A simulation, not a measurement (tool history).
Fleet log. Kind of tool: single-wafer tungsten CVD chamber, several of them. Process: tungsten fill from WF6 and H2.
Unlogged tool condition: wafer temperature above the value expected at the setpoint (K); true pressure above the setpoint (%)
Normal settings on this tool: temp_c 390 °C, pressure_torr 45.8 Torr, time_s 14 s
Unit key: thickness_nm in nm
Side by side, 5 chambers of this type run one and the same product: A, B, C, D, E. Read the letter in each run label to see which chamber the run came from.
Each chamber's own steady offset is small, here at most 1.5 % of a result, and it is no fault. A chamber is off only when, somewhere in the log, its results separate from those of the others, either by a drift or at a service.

run	hour	temp_c	pressure_torr	time_s	hours since the last thermocouple change	hours since the last manometer calibration	read-back reference wafer on the same gauge, thickness_nm	thickness_nm
1C	4.6	390	45.8	14	1842.7	393.5	36.489	41.105
# hour 7.6: chamber D: capacitance manometer re-zeroed and calibrated
2B	9.9	390	45.8	14	2464.1	945.8	36.487	40.957
3A	14.3	390	45.8	14	55.3	856.5	36.498	40.9
4E	19.5	390	45.8	14	936.7	900.8	36.476	40.926
5D	25	390	45.8	14	2275.7	17.4	36.471	41.342
6A	30.5	390	45.8	14	71.5	872.7	36.471	41.027
7E	33.5	390	45.8	14	950.7	914.8	36.464	40.944
8B	39.4	390	45.8	14	2493.6	975.3	36.459	41.01
9C	45.3	390	45.8	14	1883.4	434.2	36.45	41.163
10D	51.4	390	45.8	14	2302.1	43.8	36.449	41.355
11D	56.4	390	45.8	14	2307.1	48.8	36.441	41.287
12E	61.8	390	45.8	14	979	943.1	36.437	40.918
13C	67.3	390	45.8	14	1905.4	456.2	36.431	41.075
14A	72.5	390	45.8	14	113.5	914.7	36.431	40.845
15B	75.4	390	41.1	14	2529.6	1011.3	36.416	38.835
16B	80.4	390	41.1	14	2534.6	1016.3	36.426	38.872
17E	84.4	390	41.1	14	1001.6	965.7	36.403	38.935
18A	90.2	390	41.1	14	131.2	932.4	36.408	38.921
19D	94	390	41.1	14	2344.7	86.4	36.398	39.218
20C	100.3	390	45.8	14	1938.4	489.2	36.392	41.108
21C	104.8	390	52.5	13	1942.9	493.7	36.397	40.535
22B	109.3	390	52.5	13	2563.5	1045.2	36.381	40.415
23D	114	390	52.5	13	2364.7	106.4	36.378	40.699
24E	118.2	390	52.5	13	1035.4	999.5	36.384	40.244
25A	123.9	390	52.5	13	164.9	966.1	36.387	40.329
26B	129.3	390	45.8	14	2583.5	1065.2	36.355	40.829
27A	132.8	390	45.8	14	173.8	975	36.365	40.837
28E	136.7	390	45.8	14	1053.9	1018	36.362	40.757
29D	140.8	390	45.8	14	2391.5	133.2	36.359	41.216
30C	144.6	390	45.8	14	1982.7	533.5	36.354	41.094
31E	150.5	390	45.8	14	1067.7	1031.8	36.347	40.832
32B	153.4	390	45.8	14	2607.6	1089.3	36.335	40.789
33D	158	390	45.8	14	2408.7	150.4	36.328	41.146

One chamber off, gauge drift, or nothing amiss beyond the chambers' own small offsets? If it is a chamber, which one, and what is the likeliest cause?

No chamber is off; the gauge reading every chamber's wafers drifts, which makes the whole fleet appear to move together.
Cause: gauge reads low (%) = 0.452.

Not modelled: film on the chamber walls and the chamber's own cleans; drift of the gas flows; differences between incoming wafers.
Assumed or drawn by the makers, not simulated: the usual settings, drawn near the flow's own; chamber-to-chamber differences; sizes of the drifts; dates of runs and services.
